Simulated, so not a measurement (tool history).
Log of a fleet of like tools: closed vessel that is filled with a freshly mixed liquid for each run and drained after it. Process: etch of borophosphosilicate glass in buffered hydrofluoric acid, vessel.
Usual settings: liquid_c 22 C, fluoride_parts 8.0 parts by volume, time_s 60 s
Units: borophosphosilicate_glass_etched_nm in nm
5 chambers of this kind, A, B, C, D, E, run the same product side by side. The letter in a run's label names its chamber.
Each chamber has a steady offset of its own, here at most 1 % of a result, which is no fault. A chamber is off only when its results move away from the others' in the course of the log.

run,hour,liquid_c,fluoride_parts,time_s,hours since the thermometer was replaced,hours since the hydrofluoric acid flow meter was replaced,"read-back film thickness of the borophosphosilicate glass reference wafer, read on the same gauge (nm)",borophosphosilicate_glass_etched_nm
1C,7.4,22,8.0,60,357.7,460.6,60.000,235.94
2E,15.0,22,8.0,60,923.2,2228.3,59.992,235.56
3A,21.7,22,8.0,60,166.5,187.3,59.998,235.50
4B,32.1,22,8.0,60,471.6,316.2,59.986,234.15
5D,40.5,22,8.0,60,996.6,263.6,59.997,236.86
6A,53.6,22,8.0,40,198.4,219.2,59.999,158.50
7C,62.3,22,8.0,40,412.6,515.5,59.985,158.01
8D,69.2,22,8.0,40,1025.3,292.3,60.082,156.46
9E,77.5,22,8.0,40,985.7,2290.8,59.997,154.89
# hour 79.0: chamber E: hydrofluoric acid flow meter replaced
10B,84.4,22,8.0,40,523.9,368.5,60.042,157.02
11C,98.4,22,8.0,60,448.7,551.6,59.984,235.74
12E,109.3,22,8.0,60,1017.5,30.3,60.015,235.16
# hour 117.4: chamber B: thermometer replaced
13B,119.2,22,8.0,60,1.8,403.3,59.976,237.71
14D,125.8,22,8.0,60,1081.9,348.9,59.965,232.34
15A,134.0,22,8.0,60,278.8,299.6,60.018,234.04
16D,146.5,22,8.0,60,1102.6,369.6,59.976,238.01
17E,154.3,22,8.0,60,1062.5,75.3,60.023,232.56
18B,162.1,22,8.0,60,44.7,446.2,59.978,240.33
19C,173.5,22,8.0,60,523.8,626.7,59.973,236.65
20A,183.0,22,8.0,60,327.8,348.6,60.033,235.71
21A,189.3,22,8.0,60,334.1,354.9,59.946,235.91
# hour 192.8: chamber E: thermometer replaced
22C,197.3,22,5.5,60,547.6,650.5,60.034,336.66
23D,209.5,22,5.5,60,1165.6,432.6,59.995,339.64
24B,221.7,22,5.5,60,104.3,505.8,59.962,340.22
25E,233.4,22,5.5,60,40.6,154.4,59.991,338.42
26A,244.8,22,5.5,60,389.6,410.4,59.996,337.49
27C,256.0,22,8.0,60,606.3,709.2,60.024,237.33
28E,266.8,22,8.0,60,74.0,187.8,60.014,231.74
29B,281.1,22,8.0,60,163.7,565.2,59.959,244.82
30D,295.0,22,8.0,60,1251.1,518.1,60.040,238.67

All 5 chambers run these settings next. Forecast each chamber's results:
31A,305.4,22,8.0,60,,,,?
31B,305.4,22,8.0,60,,,,?
31C,305.4,22,8.0,60,,,,?
31D,305.4,22,8.0,60,,,,?
31E,305.4,22,8.0,60,,,,?

run,borophosphosilicate_glass_etched_nm
31A,234.83
31B,241.42
31C,236.86
31D,236.16
31E,233.28
